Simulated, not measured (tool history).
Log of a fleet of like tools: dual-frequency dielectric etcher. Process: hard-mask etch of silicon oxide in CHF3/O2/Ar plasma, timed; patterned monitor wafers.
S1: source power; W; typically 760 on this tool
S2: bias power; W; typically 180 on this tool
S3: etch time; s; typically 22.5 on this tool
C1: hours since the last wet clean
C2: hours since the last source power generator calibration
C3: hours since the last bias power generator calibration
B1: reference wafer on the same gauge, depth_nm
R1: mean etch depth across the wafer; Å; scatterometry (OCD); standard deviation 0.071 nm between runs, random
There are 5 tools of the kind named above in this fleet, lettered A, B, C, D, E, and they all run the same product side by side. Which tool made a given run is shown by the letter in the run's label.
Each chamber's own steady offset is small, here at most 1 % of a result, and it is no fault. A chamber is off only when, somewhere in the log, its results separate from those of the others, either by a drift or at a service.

Run 1D, day 0.488: usual settings; C1 26.7; C2 3422.6; C3 1053.8; B1 49.810. Result: R1 490.98 Å.
Run 2E, day 0.908: usual settings; C1 475.4; C2 1216.6; C3 406.5; B1 49.831. Result: R1 489.09 Å.
Run 3B, day 1.246: usual settings; C1 52.2; C2 3991.2; C3 2864.6; B1 49.840. Result: R1 482.48 Å.
Run 4A, day 1.504: usual settings; C1 321.9; C2 1833.8; C3 2348.6; B1 49.831. Result: R1 489.93 Å.
Run 5C, day 1.842: usual settings; C1 152.1; C2 899.6; C3 896.4; B1 49.844. Result: R1 485.48 Å.
Run 6B, day 2.200: usual settings; C1 75.1; C2 4014.1; C3 2887.5; B1 49.866. Result: R1 482.99 Å.
Run 7C, day 2.479: usual settings; C1 167.4; C2 914.9; C3 911.7; B1 49.866. Result: R1 486.96 Å.
Run 8D, day 2.933: usual settings but S1 940 W, S3 18.5 s; C1 85.4; C2 3481.3; C3 1112.5; B1 49.885. Result: R1 439.01 Å.
Run 9E, day 3.158: usual settings but S1 940 W, S3 18.5 s; C1 529.4; C2 1270.6; C3 460.5; B1 49.882. Result: R1 435.61 Å.
At day 3.583: chamber A: wet clean of the chamber.
Run 10A, day 3.625: usual settings but S1 940 W, S3 18.5 s; C1 1.1; C2 1884.7; C3 2399.5; B1 49.884. Result: R1 436.00 Å.
Run 11D, day 4.054: usual settings but S1 940 W, S3 18.5 s; C1 112.3; C2 3508.2; C3 1139.4; B1 49.903. Result: R1 439.08 Å.
Run 12E, day 4.275: usual settings but S1 940 W, S3 18.5 s; C1 556.2; C2 1297.4; C3 487.3; B1 49.916. Result: R1 435.73 Å.
Run 13B, day 4.671: usual settings; C1 134.4; C2 4073.4; C3 2946.8; B1 49.922. Result: R1 484.36 Å.
Run 14C, day 5.054: usual settings; C1 229.2; C2 976.7; C3 973.5; B1 49.938. Result: R1 486.25 Å.
Run 15A, day 5.396: usual settings but S2 148 W, S3 28.0 s; C1 43.6; C2 1927.2; C3 2442.0; B1 49.946. Result: R1 571.15 Å.
Run 16C, day 5.667: usual settings but S2 148 W, S3 28.0 s; C1 243.9; C2 991.4; C3 988.2; B1 49.961. Result: R1 568.25 Å.
Run 17A, day 6.038: usual settings but S2 148 W, S3 28.0 s; C1 59.0; C2 1942.6; C3 2457.4; B1 49.946. Result: R1 571.99 Å.
Run 18D, day 6.292: usual settings but S2 148 W, S3 28.0 s; C1 166.0; C2 3561.9; C3 1193.1; B1 49.951. Result: R1 575.42 Å.
Run 19B, day 6.667: usual settings but S2 148 W, S3 28.0 s; C1 182.3; C2 4121.3; C3 2994.7; B1 49.968. Result: R1 564.96 Å.
At day 6.696: chamber E: wet clean of the chamber.
Run 20E, day 6.971: usual settings; C1 6.6; C2 1362.1; C3 552.0; B1 49.997. Result: R1 490.37 Å.
Run 21C, day 7.238: usual settings; C1 281.6; C2 1029.1; C3 1025.9; B1 49.991. Result: R1 486.21 Å.
Run 22D, day 7.538: usual settings; C1 195.9; C2 3591.8; C3 1223.0; B1 50.013. Result: R1 493.06 Å.
At day 7.583: chamber B: bias power generator calibrated.
Run 23B, day 7.879: usual settings; C1 211.4; C2 4150.4; C3 7.2; B1 50.016. Result: R1 485.15 Å.
Run 24E, day 8.150: usual settings; C1 34.9; C2 1390.4; C3 580.3; B1 50.010. Result: R1 490.95 Å.
Run 25A, day 8.575: usual settings; C1 119.9; C2 2003.5; C3 2518.3; B1 50.026. Result: R1 488.90 Å.
Run 26E, day 9.050: usual settings; C1 56.5; C2 1412.0; C3 601.9; B1 50.037. Result: R1 491.80 Å.
Run 27C, day 9.329: usual settings; C1 331.8; C2 1079.3; C3 1076.1; B1 50.061. Result: R1 485.94 Å.
Run 28B, day 9.683: usual settings; C1 254.7; C2 4193.7; C3 50.5; B1 50.035. Result: R1 484.68 Å.
Run 29D, day 10.150: usual settings; C1 258.6; C2 3654.5; C3 1285.7; B1 50.090. Result: R1 494.82 Å.
Run 30A, day 10.475: usual settings; C1 165.5; C2 2049.1; C3 2563.9; B1 50.085. Result: R1 491.11 Å.
Run 31A, day 10.871: usual settings; C1 175.0; C2 2058.6; C3 2573.4; B1 50.097. Result: R1 491.54 Å.

All 5 chambers run these settings next. Forecast each chamber's results:
Run 32A, day 11.221: usual settings but S3 16.5 s. Result: R1 ?.
Run 32B, day 11.221: usual settings but S3 16.5 s. Result: R1 ?.
Run 32C, day 11.221: usual settings but S3 16.5 s. Result: R1 ?.
Run 32D, day 11.221: usual settings but S3 16.5 s. Result: R1 ?.
Run 32E, day 11.221: usual settings but S3 16.5 s. Result: R1 ?.

run      R1
32A  359.53
32B  356.03
32C  357.85
32D  362.02
32E  359.61

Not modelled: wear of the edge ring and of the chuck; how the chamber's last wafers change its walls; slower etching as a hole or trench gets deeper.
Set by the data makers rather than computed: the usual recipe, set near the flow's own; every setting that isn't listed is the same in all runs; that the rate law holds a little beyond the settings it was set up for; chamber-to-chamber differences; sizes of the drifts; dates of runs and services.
